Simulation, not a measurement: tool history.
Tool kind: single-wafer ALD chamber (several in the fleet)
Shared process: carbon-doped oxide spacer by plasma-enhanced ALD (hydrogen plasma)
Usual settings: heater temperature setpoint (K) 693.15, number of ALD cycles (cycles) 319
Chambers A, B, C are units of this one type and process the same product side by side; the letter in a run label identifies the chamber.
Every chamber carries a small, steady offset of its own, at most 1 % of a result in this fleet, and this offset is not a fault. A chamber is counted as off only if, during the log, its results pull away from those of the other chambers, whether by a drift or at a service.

| run | hour | heater temperature setpoint (K) | number of ALD cycles (cycles) | read-back reference wafer on the same gauge, thickness_nm | mean film thickness on the monitor wafer (angstrom) |
|---|---|---|---|---|---|
| 1A | 8.1 | 693.15 | 319 | 17.290 | 149.36 |
| 2C | 20.9 | 693.15 | 319 | 17.301 | 150.80 |
| 3B | 32.3 | 693.15 | 319 | 17.310 | 149.29 |
| 4A | 43.6 | 693.15 | 319 | 17.318 | 149.42 |
| 5C | 52.2 | 693.15 | 319 | 17.290 | 150.16 |
| 6B | 60.3 | 693.15 | 270 | 17.293 | 126.73 |
| 7B | 70.8 | 693.15 | 270 | 17.294 | 127.24 |
| 8A | 82.5 | 693.15 | 270 | 17.286 | 125.87 |
| 9C | 90.4 | 693.15 | 319 | 17.315 | 150.34 |
| 10C | 101.2 | 693.15 | 319 | 17.309 | 151.05 |
| 11A | 113.5 | 693.15 | 319 | 17.302 | 149.12 |
| 12B | 126.2 | 693.15 | 319 | 17.289 | 150.16 |
| 13B | 133.2 | 693.15 | 319 | 17.298 | 150.46 |
| 14A | 142.1 | 693.15 | 319 | 17.297 | 148.34 |
| 15C | 151.4 | 693.15 | 319 | 17.297 | 151.54 |
| 16C | 165.6 | 693.15 | 319 | 17.296 | 150.81 |
| 17A | 173.8 | 693.15 | 319 | 17.305 | 148.18 |
| 18B | 181.8 | 693.15 | 319 | 17.297 | 150.07 |
| 19A | 188.4 | 693.15 | 319 | 17.285 | 148.62 |
| 20C | 197.7 | 693.15 | 319 | 17.286 | 150.85 |
| 21B | 204.5 | 693.15 | 319 | 17.308 | 149.97 |
| 22C | 212.4 | 693.15 | 319 | 17.313 | 150.96 |
| 23B | 225.5 | 693.15 | 319 | 17.307 | 150.10 |
| 24A | 236.0 | 693.15 | 319 | 17.308 | 149.40 |
| 25A | 249.6 | 693.15 | 319 | 17.301 | 148.71 |
| 26B | 263.4 | 693.15 | 319 | 17.288 | 149.79 |
| 27C | 277.2 | 680.15 | 381 | 17.315 | 188.42 |
| 28C | 286.4 | 680.15 | 381 | 17.301 | 188.62 |
| 29A | 298.6 | 680.15 | 381 | 17.306 | 185.02 |
| 30B | 305.6 | 693.15 | 319 | 17.298 | 150.61 |
| 31A | 319.5 | 693.15 | 319 | 17.291 | 149.21 |
| 32B | 328.3 | 693.15 | 319 | 17.303 | 150.28 |
| 33C | 339.4 | 693.15 | 319 | 17.309 | 151.13 |
| 34B | 346.7 | 693.15 | 319 | 17.297 | 150.52 |
| 35A | 353.6 | 693.15 | 319 | 17.280 | 149.44 |
| 36C | 362.3 | 693.15 | 319 | 17.298 | 151.16 |
|  | 368.3 | chamber A: thermocouple changed; heater temperature recalibrated |
| 37A | 370.9 | 693.15 | 319 | 17.300 | 148.97 |
| 38C | 384.0 | 693.15 | 319 | 17.302 | 150.42 |
| 39B | 395.3 | 707.15 | 345 | 17.284 | 154.94 |
| 40B | 405.3 | 707.15 | 345 | 17.291 | 155.43 |
| 41C | 411.7 | 707.15 | 345 | 17.301 | 156.73 |
| 42A | 422.5 | 686.15 | 319 | 17.309 | 150.44 |
| 43B | 433.6 | 686.15 | 319 | 17.291 | 153.72 |
| 44A | 440.7 | 686.15 | 319 | 17.305 | 151.02 |

Is one chamber off against the others, does the gauge drift, or is nothing wrong? If a chamber is off, say which, and what the likeliest cause is.

No chamber stands off beyond its own small offset, and the gauge holds steady.
